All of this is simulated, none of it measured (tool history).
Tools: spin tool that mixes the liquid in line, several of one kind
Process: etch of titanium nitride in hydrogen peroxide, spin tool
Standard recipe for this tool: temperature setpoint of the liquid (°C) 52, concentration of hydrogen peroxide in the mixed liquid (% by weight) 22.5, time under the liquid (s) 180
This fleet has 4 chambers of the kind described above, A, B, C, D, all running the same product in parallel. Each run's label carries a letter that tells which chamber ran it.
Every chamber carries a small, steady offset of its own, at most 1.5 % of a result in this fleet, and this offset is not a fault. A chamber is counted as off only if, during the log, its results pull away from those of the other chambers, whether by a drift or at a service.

run,hour,temperature setpoint of the liquid (°C),concentration of hydrogen peroxide in the mixed liquid (% by weight),time under the liquid (s),hours since the thermometer was replaced,hours since the peroxide flow meter was replaced,hours since the heated supply line was repaired,hours since the drum of peroxide was connected,"read-back film thickness of the titanium nitride reference wafer, read on the same gauge (nm)",thickness taken off the titanium nitride on a monitor wafer (nm)
1D,8.9,52,22.5,180,1700.4,326.5,334.2,571.5,39.987,6.6474
2A,18.5,52,22.5,180,1463.7,338.1,922.9,41.8,40.002,6.5294
3C,28.3,52,22.5,180,541.7,697.9,3340.1,678.2,40.01,6.4335
4B,33.6,52,22.5,180,364.9,846.1,269.5,193.6,39.99,6.4871
5C,44.2,52,22.5,180,557.6,713.8,3356,694.1,39.997,6.4419
6A,53.9,52,22.5,180,1499.1,373.5,958.3,77.2,40.017,6.5253
7B,61,59.5,22.5,240,392.3,873.5,296.9,221,40.011,14.587
8D,68.1,59.5,22.5,240,1759.6,385.7,393.4,630.7,39.994,14.901
9D,78.5,59.5,22.5,240,1770,396.1,403.8,641.1,40.004,14.876
10C,84.1,59.5,22.5,240,597.5,753.7,3395.9,734,39.981,14.504
11B,94,52,22.5,180,425.3,906.5,329.9,254,40.019,6.44
12A,104.8,56.5,22.5,180,1550,424.4,1009.2,128.1,39.995,8.9781
13D,111.4,56.5,22.5,180,1802.9,429,436.7,674,39.986,9.0333
14B,120.5,56.5,22.5,180,451.8,933,356.4,280.5,40.005,8.906
15A,129.1,56.5,22.5,180,1574.3,448.7,1033.5,152.4,40.011,8.9445
16C,136.1,52,22.5,180,649.5,805.7,3447.9,786,40.004,6.4666
17C,144.1,52,22.5,180,657.5,813.7,3455.9,794,40.014,6.5076
18B,151.2,52,22.5,180,482.5,963.7,387.1,311.2,39.999,6.4919
19A,161.2,52,22.5,180,1606.4,480.8,1065.6,184.5,40.006,6.4839
20D,170.5,52,22.5,180,1862,488.1,495.8,733.1,40.021,6.6287
21B,178.3,52,22.5,180,509.6,990.8,414.2,338.3,40.006,6.463
22C,186.3,52,22.5,180,699.7,855.9,3498.1,836.2,40.03,6.4772
23A,195.8,52,22.5,180,1641,515.4,1100.2,219.1,40.006,6.2861
24D,202.8,47.5,24.5,180,1894.3,520.4,528.1,765.4,39.988,4.8822
25D,211.7,47.5,24.5,180,1903.2,529.3,537,774.3,39.998,4.8189
26B,220.5,47.5,24.5,180,551.8,1033,456.4,380.5,40,4.7036
27A,229.2,47.5,24.5,180,1674.4,548.8,1133.6,252.5,39.992,4.6348
28C,238.5,52,22.5,180,751.9,908.1,3550.3,888.4,40.013,6.4733
29C,247.2,52,22.5,180,760.6,916.8,3559,897.1,40.003,6.4582
30B,252.2,52,22.5,180,583.5,1064.7,488.1,412.2,40.004,6.481
31A,260.4,52,22.5,180,1705.6,580,1164.8,283.7,39.977,6.2712
32D,265.9,52,22.5,180,1957.4,583.5,591.2,828.5,39.994,6.6185
33C,276.8,52,22.5,180,790.2,946.4,3588.6,926.7,40,6.496
34B,281.8,52,22.5,180,613.1,1094.3,517.7,441.8,40,6.4992
35D,286.9,52,22.5,180,1978.4,604.5,612.2,849.5,39.982,6.6339
36A,295.8,52,22.5,180,1741,615.4,1200.2,319.1,39.994,6.213
37B,301.3,52,22.5,115,632.6,1113.8,537.2,461.3,40.008,4.1759
38A,308.4,52,22.5,115,1753.6,628,1212.8,331.7,39.988,3.9011
39C,319.1,52,22.5,115,832.5,988.7,3630.9,969,40.01,4.157
40D,326.2,52,22.5,115,2017.7,643.8,651.5,888.8,40.015,4.2057
41A,331.5,52,22.5,180,1776.7,651.1,1235.9,354.8,40.014,6.093

What goes on in this fleet: one chamber off, a drifting gauge, or nothing beyond the chambers' own small offsets? Name the chamber and the cause, if any.

One chamber, A, drifts off from the rest bit by bit.
Cause: temperature lost on the way to the wafer (K) = 0.876.
With only this log, it may be confused with: liquid colder than its thermometer reads (K).

Below are 4 candidate recipes for chamber A's next run, each the usual settings with a change, their results shown as question marks. Which of them brings A's results back in line with what the other chambers give on the usual settings?
To be in line, a result may differ from the other chambers' mean on the usual settings by at most: thickness taken off the titanium nitride on a monitor wafer (nm) 0.13
42A-1,339.3,51.5,22.5,175,,,,,,?
42A-2,339.3,51,22.5,170,,,,,,?
42A-3,339.3,52,30,180,,,,,,?
42A-4,339.3,53,22.5,190,,,,,,?

Average result of the remaining chambers running the usual settings: thickness taken off the titanium nitride on a monitor wafer (nm) 6.5013
run,thickness taken off the titanium nitride on a monitor wafer (nm)
42A-1,5.7188
42A-2,5.355
42A-3,6.4939
42A-4,6.9231
The right change is 42A-3: it brings the chamber back within the allowed miss of the others.
